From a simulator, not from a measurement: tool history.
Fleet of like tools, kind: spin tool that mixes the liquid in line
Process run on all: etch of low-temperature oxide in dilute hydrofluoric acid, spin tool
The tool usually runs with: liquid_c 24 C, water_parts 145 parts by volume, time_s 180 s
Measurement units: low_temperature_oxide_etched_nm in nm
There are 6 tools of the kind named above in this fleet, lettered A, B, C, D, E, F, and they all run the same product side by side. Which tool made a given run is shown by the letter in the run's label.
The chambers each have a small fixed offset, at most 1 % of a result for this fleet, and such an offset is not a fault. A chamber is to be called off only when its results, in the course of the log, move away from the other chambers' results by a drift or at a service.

run	hour	liquid_c	water_parts	time_s	read-back film thickness of the low-temperature oxide reference wafer, read on the same gauge (nm)	low_temperature_oxide_etched_nm
1E	4.8	24	145	180	149.99	20.849
2D	8.6	24	145	180	150	20.533
3C	14.4	24	145	180	149.99	20.343
4F	17.7	24	145	180	149.97	20.362
5B	22.8	24	145	180	149.94	20.324
6A	27.7	24	145	180	150.02	20.838
7B	34.6	24	145	180	149.98	20.592
8F	38.6	24	145	180	150	20.844
9E	45.3	24	145	180	150.02	20.859
10D	48.6	24	145	180	150.02	20.829
11A	55.7	24	145	180	149.93	20.921
12C	61	24	145	180	149.97	20.829
# hour 61.5: chamber B: hydrofluoric acid flow meter replaced
13A	64.6	24	175	85	149.98	7.7979
14F	68	24	175	85	150.02	7.7413
15C	72	24	175	85	149.97	7.8404
16D	76.5	24	175	85	149.98	7.7142
17E	80	24	175	85	149.98	7.9171
18B	86.3	24	175	85	150.03	7.8515
# hour 86.8: chamber F: thermometer replaced
19E	93.6	24	145	180	150.05	20.932
20A	97.5	24	145	180	150.05	20.724
# hour 103.9: chamber A: hydrofluoric acid flow meter replaced
21C	104.1	24	145	180	149.97	20.431
22D	108.1	24	145	180	150	20.81
23B	113.3	24	145	180	149.96	20.968
24F	117.9	24	145	180	149.97	20.627
25D	122.9	24	145	180	150.03	20.538
26A	129.3	24	145	180	149.99	21.026
27E	132.7	24	145	180	149.95	21.001
28F	137.8	24	145	180	150.03	20.598
29B	144.6	24	145	180	150.01	20.691
30C	149.9	27.5	145	130	149.97	16.949
31F	155.2	27.5	145	130	149.97	17
32A	162.5	27.5	145	130	149.99	17.119
33C	167.9	27.5	145	130	149.95	16.876
34D	172.2	27.5	145	130	149.99	16.988
35B	175.4	27.5	145	130	150.04	17.054
36E	179.3	24	145	180	149.94	20.879
37B	184.1	24	145	180	149.99	20.827
38C	187.7	24	145	120	150	13.73
39F	194.8	24	145	120	150.01	13.775

All 6 chambers run these settings next. Forecast each chamber's results:
40A	200.1	24	145	180		?
40B	200.1	24	145	180		?
40C	200.1	24	145	180		?
40D	200.1	24	145	180		?
40E	200.1	24	145	180		?
40F	200.1	24	145	180		?

run	low_temperature_oxide_etched_nm
40A	20.794
40B	20.537
40C	20.57
40D	20.845
40E	20.824
40F	20.683

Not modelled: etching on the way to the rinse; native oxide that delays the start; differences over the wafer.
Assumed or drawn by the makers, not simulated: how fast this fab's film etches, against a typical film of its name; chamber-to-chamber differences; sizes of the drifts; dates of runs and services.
